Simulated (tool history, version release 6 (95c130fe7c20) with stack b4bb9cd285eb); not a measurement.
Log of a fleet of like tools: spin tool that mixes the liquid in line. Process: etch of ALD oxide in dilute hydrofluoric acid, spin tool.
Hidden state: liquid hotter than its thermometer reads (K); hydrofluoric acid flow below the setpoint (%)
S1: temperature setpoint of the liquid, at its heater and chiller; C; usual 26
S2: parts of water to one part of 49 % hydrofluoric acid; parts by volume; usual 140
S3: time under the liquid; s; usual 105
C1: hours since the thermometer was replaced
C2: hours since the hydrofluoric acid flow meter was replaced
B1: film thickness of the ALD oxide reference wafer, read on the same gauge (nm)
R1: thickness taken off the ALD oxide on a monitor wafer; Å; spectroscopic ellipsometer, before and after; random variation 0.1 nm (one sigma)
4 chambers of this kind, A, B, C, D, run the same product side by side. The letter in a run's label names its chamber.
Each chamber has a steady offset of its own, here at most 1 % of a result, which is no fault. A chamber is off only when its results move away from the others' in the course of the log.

run,day,S1,S2,S3,C1,C2,B1,R1
1D,0.242,26,140,105,362.2,630,150.01,142.79
2C,0.392,26,140,105,739.3,215.8,149.99,144.46
3A,0.546,26,140,105,889.9,105.4,150.03,143.03
4B,0.679,26,140,105,1955.6,613.7,149.99,145.89
5C,0.804,22.5,140,105,749.2,225.7,150.04,126.51
6D,1.033,22.5,140,105,381.2,649,150.03,126.53
7B,1.279,22.5,140,105,1970,628.1,150.08,126.4
8A,1.475,22.5,140,105,912.2,127.7,150.01,125.07
9B,1.7,26,140,105,1980.1,638.2,150.07,142.7
10D,1.896,26,140,105,401.9,669.7,150.02,143.16
11C,2.083,26,140,105,779.9,256.4,150,145.51
12A,2.338,26,140,105,932.9,148.4,149.95,143.61
# day 2.4: chamber B: thermometer replaced
13A,2.579,22.5,95,105,938.7,154.2,149.98,194.09
14D,2.783,22.5,95,105,423.2,691,149.99,194.23
15C,3.038,22.5,95,105,802.8,279.3,150.03,196.36
16B,3.25,22.5,95,105,20.4,675.4,149.99,194.79
17C,3.471,26,140,105,813.2,289.7,149.97,145.83
18B,3.658,26,140,105,30.2,685.2,149.96,142.97
19D,3.933,26,140,105,450.8,718.6,149.94,142.92
20A,4.167,30.5,140,105,976.8,192.3,150,168.62
21D,4.338,30.5,140,105,460.5,728.3,150,169.73
22B,4.458,30.5,140,105,49.4,704.4,149.98,164.86
23A,4.621,30.5,140,105,987.7,203.2,149.98,166.53
24C,4.858,26,140,105,846.5,323,149.99,145.44
25A,5.046,26,140,105,997.9,213.4,150.03,143.7
26B,5.212,26,140,105,67.5,722.5,150.03,139.93
27C,5.45,26,140,105,860.7,337.2,149.97,144.24
28D,5.692,26,140,105,493,760.8,149.97,143.07
29B,5.962,26,140,105,85.5,740.5,150.03,141.13
30D,6.158,26,140,105,504.2,772,150.05,144.14
31C,6.425,26,140,105,884.1,360.6,150.03,144.99
32A,6.621,26,140,105,1035.7,251.2,150.02,144.61
33C,6.867,26,140,105,894.7,371.2,150.01,144.48
34D,7.038,26,140,105,525.3,793.1,150,144.81
35A,7.221,26,140,105,1050.1,265.6,149.96,143.98
36B,7.417,26,140,105,120.4,775.4,150.01,137.82
37D,7.546,26,140,105,537.5,805.3,149.98,143.46
38A,7.762,26,140,105,1063.1,278.6,149.99,143.02
39B,8.033,26,140,105,135.2,790.2,150.06,137.06
40C,8.262,26,140,105,928.2,404.7,150,144.94
41A,8.471,26,140,105,1080.1,295.6,149.95,144.29
42C,8.625,26,140,105,936.9,413.4,150.02,145.39
43B,8.9,26,140,105,156,811,150.01,135.99
44D,9.175,26,140,105,576.6,844.4,150.03,142.57

What goes on in this fleet: one chamber off, a drifting gauge, or nothing beyond the chambers' own small offsets? Name the chamber and the cause, if any.

Chamber B drifts away from the others.
Cause: hydrofluoric acid flow below the setpoint (%) = 5.39.

Here are 4 candidates for chamber B's next run, each the usual settings with a change, their results left as question marks. Which one brings its results back in line with what the others give on the usual settings?
In line means no further than this from the other chambers' mean on the usual settings: R1 3.5 Å
45B-1,9.379,27.5,140,105,,,,?
45B-2,9.379,26.5,130,105,,,,?
45B-3,9.379,26,140,95,,,,?
45B-4,9.379,24.5,140,105,,,,?

The other chambers' mean on the usual settings: R1 143.95 Å
run,R1
45B-1,142.9
45B-2,150.09
45B-3,122.36
45B-4,127.88
45B-1 brings the chamber back in line.
